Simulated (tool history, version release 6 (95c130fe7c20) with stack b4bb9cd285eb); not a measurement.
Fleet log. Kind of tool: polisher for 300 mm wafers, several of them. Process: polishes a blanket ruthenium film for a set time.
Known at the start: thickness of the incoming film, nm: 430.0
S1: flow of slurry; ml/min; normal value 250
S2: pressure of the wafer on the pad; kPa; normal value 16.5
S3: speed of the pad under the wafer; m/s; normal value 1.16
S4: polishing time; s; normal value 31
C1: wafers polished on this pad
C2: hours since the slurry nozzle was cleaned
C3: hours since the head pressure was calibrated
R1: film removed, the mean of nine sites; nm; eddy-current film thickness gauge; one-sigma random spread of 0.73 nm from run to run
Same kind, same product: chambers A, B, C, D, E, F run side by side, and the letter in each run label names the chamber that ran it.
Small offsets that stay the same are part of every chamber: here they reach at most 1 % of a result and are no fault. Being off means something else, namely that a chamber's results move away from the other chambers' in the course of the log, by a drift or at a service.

At hour 4.6: chamber F: worn pad replaced by a new one.
At hour 5.6: chamber A: worn pad replaced by a new one.
Run 1D, hour 7.9: usual settings; C1 974; C2 110.5; C3 732.4. Result: R1 56.705 nm.
Run 2E, hour 19.9: usual settings; C1 906; C2 398.3; C3 601.7. Result: R1 57.207 nm.
At hour 27.4: chamber C: worn pad replaced by a new one.
Run 3B, hour 28: usual settings; C1 1534; C2 143.5; C3 89.7. Result: R1 57.08 nm.
At hour 29.8: chamber D: worn pad replaced by a new one.
At hour 32.3: chamber B: worn pad replaced by a new one.
Run 4C, hour 38.1: usual settings; C1 188; C2 271.8; C3 181.6. Result: R1 58.122 nm.
At hour 45.9: chamber E: worn pad replaced by a new one.
Run 5A, hour 54: usual settings; C1 847; C2 59.1; C3 843.3. Result: R1 57.106 nm.
Run 6F, hour 69.3: usual settings; C1 1133; C2 348.8; C3 716.2. Result: R1 57.123 nm.
At hour 81.1: chamber F: worn pad replaced by a new one.
Run 7C, hour 81.4: usual settings; C1 945; C2 315.1; C3 224.9. Result: R1 58.016 nm.
At hour 82: chamber A: worn pad replaced by a new one.
Run 8B, hour 90.1: usual settings; C1 1011; C2 205.6; C3 151.8. Result: R1 56.444 nm.
Run 9F, hour 99.2: usual settings; C1 317; C2 378.7; C3 746.1. Result: R1 58.138 nm.
At hour 100.4: chamber C: worn pad replaced by a new one.
At hour 102.4: chamber E: slurry nozzle cleaned.
Run 10A, hour 109.9: usual settings; C1 488; C2 115; C3 899.2. Result: R1 57.109 nm.
At hour 110.6: chamber B: worn pad replaced by a new one.
At hour 118.5: chamber B: slurry nozzle cleaned.
Run 11D, hour 121.4: usual settings; C1 1603; C2 224; C3 845.9. Result: R1 58.19 nm.
At hour 122.4: chamber E: worn pad replaced by a new one.
At hour 123.7: chamber D: worn pad replaced by a new one.
Run 12E, hour 133.8: usual settings; C1 200; C2 31.4; C3 715.6. Result: R1 57.628 nm.
Run 13C, hour 145.8: usual settings; C1 794; C2 379.5; C3 289.3. Result: R1 57.295 nm.
At hour 152.3: chamber A: worn pad replaced by a new one.
Run 14A, hour 154.6: usual settings; C1 40; C2 159.7; C3 943.9. Result: R1 58.026 nm.
Run 15B, hour 166.8: usual settings but S4 35 s; C1 984; C2 48.3; C3 228.5. Result: R1 65.033 nm.
At hour 167.2: chamber F: worn pad replaced by a new one.
At hour 170.8: chamber C: worn pad replaced by a new one.
Run 16F, hour 176.9: usual settings but S4 35 s; C1 170; C2 456.4; C3 823.8. Result: R1 65.751 nm.
Run 17E, hour 187.9: usual settings but S4 35 s; C1 1146; C2 85.5; C3 769.7. Result: R1 63.913 nm.
At hour 203: chamber B: worn pad replaced by a new one.
Run 18D, hour 203.3: usual settings but S4 35 s; C1 1394; C2 305.9; C3 927.8. Result: R1 64.441 nm.
At hour 205.3: chamber D: worn pad replaced by a new one.
At hour 209.7: chamber E: worn pad replaced by a new one.
Run 19C, hour 214: usual settings but S4 35 s; C1 756; C2 447.7; C3 357.5. Result: R1 64.663 nm.
Run 20B, hour 228.3: usual settings but S4 35 s; C1 443; C2 109.8; C3 290. Result: R1 64.69 nm.
At hour 229.9: chamber A: head pressure recalibrated.
At hour 230.6: chamber A: worn pad replaced by a new one.
Run 21A, hour 238.2: usual settings; C1 134; C2 243.3; C3 8.3. Result: R1 57.701 nm.
At hour 245.4: chamber C: worn pad replaced by a new one.
Run 22D, hour 246.8: usual settings but S3 0.82 m/s; C1 726; C2 349.4; C3 971.3. Result: R1 40.166 nm.
At hour 247.4: chamber F: worn pad replaced by a new one.
Run 23F, hour 261.3: usual settings but S3 0.82 m/s; C1 244; C2 540.8; C3 908.2. Result: R1 40.459 nm.
Run 24E, hour 270.7: usual settings but S3 0.82 m/s; C1 1068; C2 168.3; C3 852.5. Result: R1 39.846 nm.
Run 25D, hour 278.5: usual settings but S3 0.82 m/s; C1 1280; C2 381.1; C3 1003. Result: R1 41.319 nm.
At hour 279.6: chamber D: worn pad replaced by a new one.
At hour 281: chamber E: worn pad replaced by a new one.
At hour 283.9: chamber B: worn pad replaced by a new one.
Run 26E, hour 286.9: usual settings but S3 0.82 m/s; C1 104; C2 184.5; C3 868.7. Result: R1 40.456 nm.
At hour 294.1: chamber E: head pressure recalibrated.
Run 27B, hour 295.3: usual settings but S3 0.82 m/s; C1 200; C2 176.8; C3 357. Result: R1 40.225 nm.
Run 28A, hour 308.1: usual settings; C1 1357; C2 313.2; C3 78.2. Result: R1 57.529 nm.
At hour 318.1: chamber B: slurry nozzle cleaned.
At hour 320.1: chamber A: worn pad replaced by a new one.
Run 29F, hour 323: usual settings; C1 1323; C2 602.5; C3 969.9. Result: R1 56.999 nm.
At hour 327.5: chamber C: worn pad replaced by a new one.
At hour 330.8: chamber F: worn pad replaced by a new one.
Run 30C, hour 338.1: usual settings; C1 186; C2 571.8; C3 481.6. Result: R1 57.297 nm.
Run 31B, hour 345.6: usual settings; C1 1080; C2 27.6; C3 407.3. Result: R1 55.758 nm.
Run 32D, hour 360.9: usual settings; C1 1423; C2 463.5; C3 1085.4. Result: R1 57.955 nm.
At hour 369.9: chamber E: worn pad replaced by a new one.
Run 33E, hour 375.5: usual settings; C1 98; C2 273.1; C3 81.5. Result: R1 57.287 nm.
Run 34F, hour 386: usual settings; C1 967; C2 665.5; C3 1032.9. Result: R1 56.094 nm.
At hour 399: chamber C: worn pad replaced by a new one.
Run 35A, hour 399.2: usual settings; C1 1384; C2 404.3; C3 169.3. Result: R1 57.841 nm.
Run 36C, hour 408.6: usual settings; C1 169; C2 642.3; C3 552.1. Result: R1 59.904 nm.

Is one chamber off against the others, does the gauge drift, or is nothing wrong? If a chamber is off, say which, and what the likeliest cause is.

Beyond each chamber's small constant offset nothing stands out, and the gauge stays steady.
